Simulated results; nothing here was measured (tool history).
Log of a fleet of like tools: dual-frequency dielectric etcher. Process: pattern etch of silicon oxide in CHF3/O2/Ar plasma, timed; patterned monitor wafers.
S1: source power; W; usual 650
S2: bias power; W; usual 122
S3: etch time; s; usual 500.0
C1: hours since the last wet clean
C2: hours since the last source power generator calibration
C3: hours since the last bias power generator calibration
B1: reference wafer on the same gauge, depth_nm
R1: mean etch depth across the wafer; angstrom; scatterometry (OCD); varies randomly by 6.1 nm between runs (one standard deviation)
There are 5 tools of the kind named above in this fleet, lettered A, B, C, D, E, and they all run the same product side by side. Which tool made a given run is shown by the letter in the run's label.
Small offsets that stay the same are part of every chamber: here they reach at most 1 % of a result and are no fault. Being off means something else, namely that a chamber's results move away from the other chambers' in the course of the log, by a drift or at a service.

{"run": "1B", "hour": 14.2, "S1": 650, "S2": 122, "S3": 500.0, "C1": 193.8, "C2": 426.2, "C3": 1207.9, "B1": 825.58, "R1": 9014.9}
{"run": "2A", "hour": 28.1, "S1": 650, "S2": 122, "S3": 500.0, "C1": 252.5, "C2": 975.5, "C3": 621.4, "B1": 824.76, "R1": 9087.4}
{"run": "3D", "hour": 36.5, "S1": 650, "S2": 122, "S3": 500.0, "C1": 196.4, "C2": 2606.5, "C3": 2377.6, "B1": 824.81, "R1": 9053.9}
{"run": "4C", "hour": 51.6, "S1": 650, "S2": 122, "S3": 500.0, "C1": 629.3, "C2": 2592.9, "C3": 2499.2, "B1": 824.42, "R1": 9086.9}
{"run": "5E", "hour": 61.7, "S1": 650, "S2": 122, "S3": 500.0, "C1": 586.2, "C2": 1194.1, "C3": 532.3, "B1": 824.89, "R1": 9087.2}
{"run": "6B", "hour": 71.5, "S1": 650, "S2": 122, "S3": 500.0, "C1": 251.1, "C2": 483.5, "C3": 1265.2, "B1": 825.28, "R1": 8954.7}
{"hour": 82.2, "done": "chamber C: wet clean of the chamber"}
{"run": "7C", "hour": 85.5, "S1": 650, "S2": 122, "S3": 500.0, "C1": 3.4, "C2": 2626.8, "C3": 2533.1, "B1": 825.94, "R1": 9113.4}
{"run": "8A", "hour": 93.6, "S1": 650, "S2": 122, "S3": 500.0, "C1": 318.0, "C2": 1041.0, "C3": 686.9, "B1": 824.92, "R1": 9037.1}
{"run": "9D", "hour": 102.7, "S1": 650, "S2": 122, "S3": 500.0, "C1": 262.6, "C2": 2672.7, "C3": 2443.8, "B1": 824.55, "R1": 9022.4}
{"run": "10E", "hour": 114.9, "S1": 650, "S2": 122, "S3": 500.0, "C1": 639.4, "C2": 1247.3, "C3": 585.5, "B1": 825.12, "R1": 9015.8}
{"hour": 117.2, "done": "chamber E: wet clean of the chamber"}
{"run": "11D", "hour": 128.5, "S1": 650, "S2": 122, "S3": 500.0, "C1": 288.4, "C2": 2698.5, "C3": 2469.6, "B1": 825.76, "R1": 8888.1}
{"run": "12A", "hour": 143.3, "S1": 650, "S2": 122, "S3": 500.0, "C1": 367.7, "C2": 1090.7, "C3": 736.6, "B1": 823.94, "R1": 9037.1}
{"run": "13B", "hour": 158.1, "S1": 650, "S2": 122, "S3": 500.0, "C1": 337.7, "C2": 570.1, "C3": 1351.8, "B1": 825.7, "R1": 8814.7}
{"run": "14E", "hour": 169.4, "S1": 650, "S2": 122, "S3": 500.0, "C1": 52.2, "C2": 1301.8, "C3": 640.0, "B1": 825.12, "R1": 9226.5}
{"run": "15C", "hour": 181.3, "S1": 650, "S2": 108, "S3": 500.0, "C1": 99.2, "C2": 2722.6, "C3": 2628.9, "B1": 824.48, "R1": 8743.7}
{"run": "16E", "hour": 191.8, "S1": 650, "S2": 108, "S3": 500.0, "C1": 74.6, "C2": 1324.2, "C3": 662.4, "B1": 824.17, "R1": 8829.5}
{"run": "17C", "hour": 199.8, "S1": 650, "S2": 108, "S3": 500.0, "C1": 117.7, "C2": 2741.1, "C3": 2647.4, "B1": 825.76, "R1": 8719.5}
{"run": "18D", "hour": 214.8, "S1": 650, "S2": 108, "S3": 500.0, "C1": 374.7, "C2": 2784.8, "C3": 2555.9, "B1": 825.36, "R1": 8710.2}
{"run": "19B", "hour": 224.7, "S1": 650, "S2": 108, "S3": 500.0, "C1": 404.3, "C2": 636.7, "C3": 1418.4, "B1": 825.04, "R1": 8630.7}
{"hour": 224.8, "done": "chamber B: wet clean of the chamber"}
{"run": "20A", "hour": 234.7, "S1": 650, "S2": 122, "S3": 500.0, "C1": 459.1, "C2": 1182.1, "C3": 828.0, "B1": 823.93, "R1": 9031.6}
{"run": "21B", "hour": 250.5, "S1": 650, "S2": 144, "S3": 553.5, "C1": 25.7, "C2": 662.5, "C3": 1444.2, "B1": 825.47, "R1": 10300.0}
{"run": "22A", "hour": 258.7, "S1": 650, "S2": 144, "S3": 553.5, "C1": 483.1, "C2": 1206.1, "C3": 852.0, "B1": 825.23, "R1": 10404.0}
{"run": "23D", "hour": 270.2, "S1": 650, "S2": 144, "S3": 553.5, "C1": 430.1, "C2": 2840.2, "C3": 2611.3, "B1": 823.18, "R1": 10385.0}
{"hour": 276.4, "done": "chamber C: bias power generator calibrated"}
{"run": "24E", "hour": 285.5, "S1": 650, "S2": 144, "S3": 553.5, "C1": 168.3, "C2": 1417.9, "C3": 756.1, "B1": 827.0, "R1": 10849.0}
{"run": "25C", "hour": 293.5, "S1": 650, "S2": 144, "S3": 553.5, "C1": 211.4, "C2": 2834.8, "C3": 17.2, "B1": 823.79, "R1": 10555.0}
{"run": "26C", "hour": 305.8, "S1": 650, "S2": 122, "S3": 500.0, "C1": 223.7, "C2": 2847.1, "C3": 29.5, "B1": 824.21, "R1": 9053.5}
{"run": "27B", "hour": 313.1, "S1": 650, "S2": 122, "S3": 500.0, "C1": 88.3, "C2": 725.1, "C3": 1506.8, "B1": 824.67, "R1": 8970.9}
{"hour": 316.1, "done": "chamber D: wet clean of the chamber"}
{"run": "28E", "hour": 322.3, "S1": 650, "S2": 122, "S3": 500.0, "C1": 205.1, "C2": 1454.7, "C3": 792.9, "B1": 825.14, "R1": 9302.1}
{"run": "29D", "hour": 337.2, "S1": 650, "S2": 122, "S3": 500.0, "C1": 21.1, "C2": 2907.2, "C3": 2678.3, "B1": 825.59, "R1": 9000.6}
{"hour": 339.7, "done": "chamber A: wet clean of the chamber"}
{"run": "30A", "hour": 347.1, "S1": 650, "S2": 122, "S3": 500.0, "C1": 7.4, "C2": 1294.5, "C3": 940.4, "B1": 824.97, "R1": 9010.2}
{"run": "31A", "hour": 360.3, "S1": 710, "S2": 110, "S3": 500.0, "C1": 20.6, "C2": 1307.7, "C3": 953.6, "B1": 823.74, "R1": 9090.3}

All chambers now run identical settings, listed one chamber a line with results as question marks. What results will each chamber show?
{"run": "32A", "hour": 372.3, "S1": 650, "S2": 122, "S3": 500.0, "R1": "?"}
{"run": "32B", "hour": 372.3, "S1": 650, "S2": 122, "S3": 500.0, "R1": "?"}
{"run": "32C", "hour": 372.3, "S1": 650, "S2": 122, "S3": 500.0, "R1": "?"}
{"run": "32D", "hour": 372.3, "S1": 650, "S2": 122, "S3": 500.0, "R1": "?"}
{"run": "32E", "hour": 372.3, "S1": 650, "S2": 122, "S3": 500.0, "R1": "?"}

run=32A R1=9055.3
run=32B R1=8962.1
run=32C R1=9139.3
run=32D R1=9079.8
run=32E R1=9428.8
